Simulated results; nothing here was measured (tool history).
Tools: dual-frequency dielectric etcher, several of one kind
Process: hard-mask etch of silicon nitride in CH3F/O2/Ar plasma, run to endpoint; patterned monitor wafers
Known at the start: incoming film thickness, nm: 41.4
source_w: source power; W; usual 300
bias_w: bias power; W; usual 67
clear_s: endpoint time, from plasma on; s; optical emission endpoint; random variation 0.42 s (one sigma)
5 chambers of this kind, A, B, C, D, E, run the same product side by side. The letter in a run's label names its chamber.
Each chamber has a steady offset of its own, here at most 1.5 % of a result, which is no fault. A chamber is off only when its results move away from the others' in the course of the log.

| run | hour | source_w | bias_w | clear_s |
|---|---|---|---|---|
| 1D | 11 | 300 | 67 | 69.533 |
| 2C | 23.1 | 300 | 67 | 68.46 |
|  | 26.3 | chamber B: source power generator calibrated |
| 3B | 31.1 | 300 | 67 | 69.189 |
| 4E | 41.2 | 300 | 67 | 68.521 |
| 5A | 50.2 | 300 | 67 | 69.481 |
| 6D | 56.8 | 250 | 74 | 71.388 |
| 7B | 65.7 | 250 | 74 | 71.834 |
| 8E | 73 | 250 | 74 | 69.942 |
| 9C | 82.2 | 250 | 74 | 70.847 |
| 10A | 89.3 | 250 | 74 | 71.886 |
|  | 97.5 | chamber B: wet clean of the chamber |
| 11D | 99.8 | 300 | 67 | 69.729 |
| 12B | 108.5 | 340 | 67 | 66.07 |
| 13C | 121.6 | 340 | 67 | 65.037 |
| 14A | 132 | 340 | 67 | 65.908 |
| 15E | 144.3 | 340 | 67 | 64.301 |
| 16B | 155.6 | 340 | 67 | 66 |
| 17A | 168.1 | 300 | 67 | 68.813 |
| 18D | 179.1 | 300 | 67 | 69.482 |
| 19E | 185.2 | 300 | 67 | 66.207 |
| 20C | 194.3 | 300 | 67 | 68.369 |
|  | 199.5 | chamber C: wet clean of the chamber |
| 21B | 201.2 | 300 | 67 | 69.737 |
| 22A | 208.8 | 300 | 67 | 69.127 |
| 23C | 219.2 | 300 | 67 | 69.049 |
| 24D | 231.8 | 330 | 77 | 63.795 |
|  | 235.5 | chamber D: wet clean of the chamber |
| 25E | 238.6 | 330 | 77 | 60.361 |
| 26C | 248.5 | 330 | 77 | 62.759 |
| 27A | 257.3 | 330 | 77 | 62.694 |
| 28B | 264.2 | 330 | 77 | 63.404 |
| 29D | 276.1 | 300 | 67 | 69.787 |
| 30E | 284.7 | 300 | 67 | 64.743 |
| 31B | 292.4 | 300 | 67 | 69.409 |

Is one chamber off against the others, does the gauge drift, or is nothing wrong? If a chamber is off, say which, and what the likeliest cause is.

Chamber E drifts away from the others.
Cause: etch rate over this chamber's usual, % = 5.18.

Here are 4 candidates for chamber E's next run, each the usual settings with a change, their results left as question marks. Which one brings its results back in line with what the others give on the usual settings?
In line means no further than this from the other chambers' mean on the usual settings: clear_s 1.5 s
| 32E-1 | 301.9 | 270 | 61 | ? |
| 32E-2 | 301.9 | 330 | 73 | ? |
| 32E-3 | 301.9 | 220 | 67 | ? |
| 32E-4 | 301.9 | 360 | 78 | ? |

The other chambers' mean on the usual settings: clear_s 69.06 s
| run | clear_s |
|---|---|
| 32E-1 | 69.483 |
| 32E-2 | 60.611 |
| 32E-3 | 72.588 |
| 32E-4 | 57.337 |
32E-1 brings the chamber back in line.
